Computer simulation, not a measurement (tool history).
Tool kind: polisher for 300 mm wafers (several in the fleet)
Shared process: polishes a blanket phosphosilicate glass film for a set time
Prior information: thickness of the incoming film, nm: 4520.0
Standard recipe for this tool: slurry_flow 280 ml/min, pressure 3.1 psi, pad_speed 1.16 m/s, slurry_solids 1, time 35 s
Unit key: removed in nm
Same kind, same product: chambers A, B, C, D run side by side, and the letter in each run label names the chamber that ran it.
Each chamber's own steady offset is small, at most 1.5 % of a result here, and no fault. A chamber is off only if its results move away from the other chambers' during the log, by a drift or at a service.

run     day  slurry_flow  pressure  pad_speed  slurry_solids  time  removed
 1D   0.367          280       3.1       1.16              1    35   361.74
      0.500  -- chamber B: slurry nozzle cleaned
      0.533  -- chamber A: slurry nozzle cleaned
 2B   0.842          280       3.1       1.16              1    35   365.64
      0.888  -- chamber C: conditioning disc replaced and pad reconditioned
 3A   1.221          280       3.1       1.16              1    35   363.26
      1.333  -- chamber B: worn pad replaced by a new one
      1.483  -- chamber D: slurry blender recalibrated
      1.629  -- chamber A: worn pad replaced by a new one
 4C   1.696          280       3.1       1.16              1    35   352.20
      1.767  -- chamber A: conditioning disc replaced and pad reconditioned
      2.038  -- chamber C: worn pad replaced by a new one
 5C   2.192          280       3.1       1.16              1    35   355.13
      2.496  -- chamber C: slurry blender recalibrated
 6A   2.542          280       3.1       1.16              1    35   365.59
 7B   2.871          280       3.1       1.16              1    35   359.10
 8D   3.162          280       3.1       1.16              1    35   355.93
      3.262  -- chamber B: conditioning disc replaced and pad reconditioned
 9B   3.579          280       3.1       1.16              1    35   359.36
      3.583  -- chamber D: worn pad replaced by a new one
10D   3.992          280       2.4       0.94              1    35   238.62
      4.308  -- chamber A: worn pad replaced by a new one
      4.312  -- chamber B: worn pad replaced by a new one
11C   4.467          280       2.4       0.94              1    35   229.07
12A   4.921          280       2.4       0.94              1    35   232.69
13A   5.325          280       2.4       0.94              1    35   235.20
      5.812  -- chamber D: slurry nozzle cleaned
14C   5.862          280       3.1       1.16              1    35   353.95
      6.029  -- chamber C: worn pad replaced by a new one
      6.254  -- chamber C: conditioning disc replaced and pad reconditioned
15B   6.346          280       3.1       1.16              1    35   350.57
16D   6.883          280       3.1       1.16              1    35   348.58
      6.950  -- chamber D: worn pad replaced by a new one
17A   7.279          280       3.1       1.16              1    35   360.36
      7.342  -- chamber B: worn pad replaced by a new one
      7.354  -- chamber A: worn pad replaced by a new one
18B   7.829          280       3.1       1.16              1    35   344.71
      8.046  -- chamber B: conditioning disc replaced and pad reconditioned
19C   8.262          280       3.1       1.16              1    35   361.44
20D   8.567          280       3.1       1.16              1    35   349.07
21D   8.838          225       4.0       1.16              1    35   434.60
      9.067  -- chamber A: head pressure recalibrated
22B   9.221          225       4.0       1.16              1    35   444.28
      9.475  -- chamber A: conditioning disc replaced and pad reconditioned
23C   9.600          225       4.0       1.16              1    35   456.63
      9.612  -- chamber B: worn pad replaced by a new one
      9.742  -- chamber C: worn pad replaced by a new one
      9.871  -- chamber D: slurry blender recalibrated
24A   9.954          225       4.0       1.16              1    35   461.95
     10.129  -- chamber A: worn pad replaced by a new one
25D  10.417          280       3.1       1.16              1    35   361.88
     10.642  -- chamber D: worn pad replaced by a new one
26C  10.750          280       3.1       1.16              1    35   358.09
     11.067  -- chamber C: conditioning disc replaced and pad reconditioned
27B  11.196          280       3.1       1.16              1    35   342.62
28A  11.742          280       3.1       1.16              1    35   361.67
     12.038  -- chamber C: head pressure recalibrated
29A  12.129          280       3.1       1.16              1    35   364.82
30C  12.446          280       3.1       1.16              1    35   353.42
     12.654  -- chamber B: worn pad replaced by a new one
31D  12.771          280       3.1       1.16              1    35   355.74
     13.062  -- chamber B: conditioning disc replaced and pad reconditioned
32B  13.325          280       2.7       1.30              1    35   305.50

For the next run the whole fleet of 4 chambers uses the same settings. Give each chamber's results:
33A  13.779          280       3.1       1.16              1    35        ?
33B  13.779          280       3.1       1.16              1    35        ?
33C  13.779          280       3.1       1.16              1    35        ?
33D  13.779          280       3.1       1.16              1    35        ?

run  removed
33A   360.35
33B   323.16
33C   353.19
33D   355.95
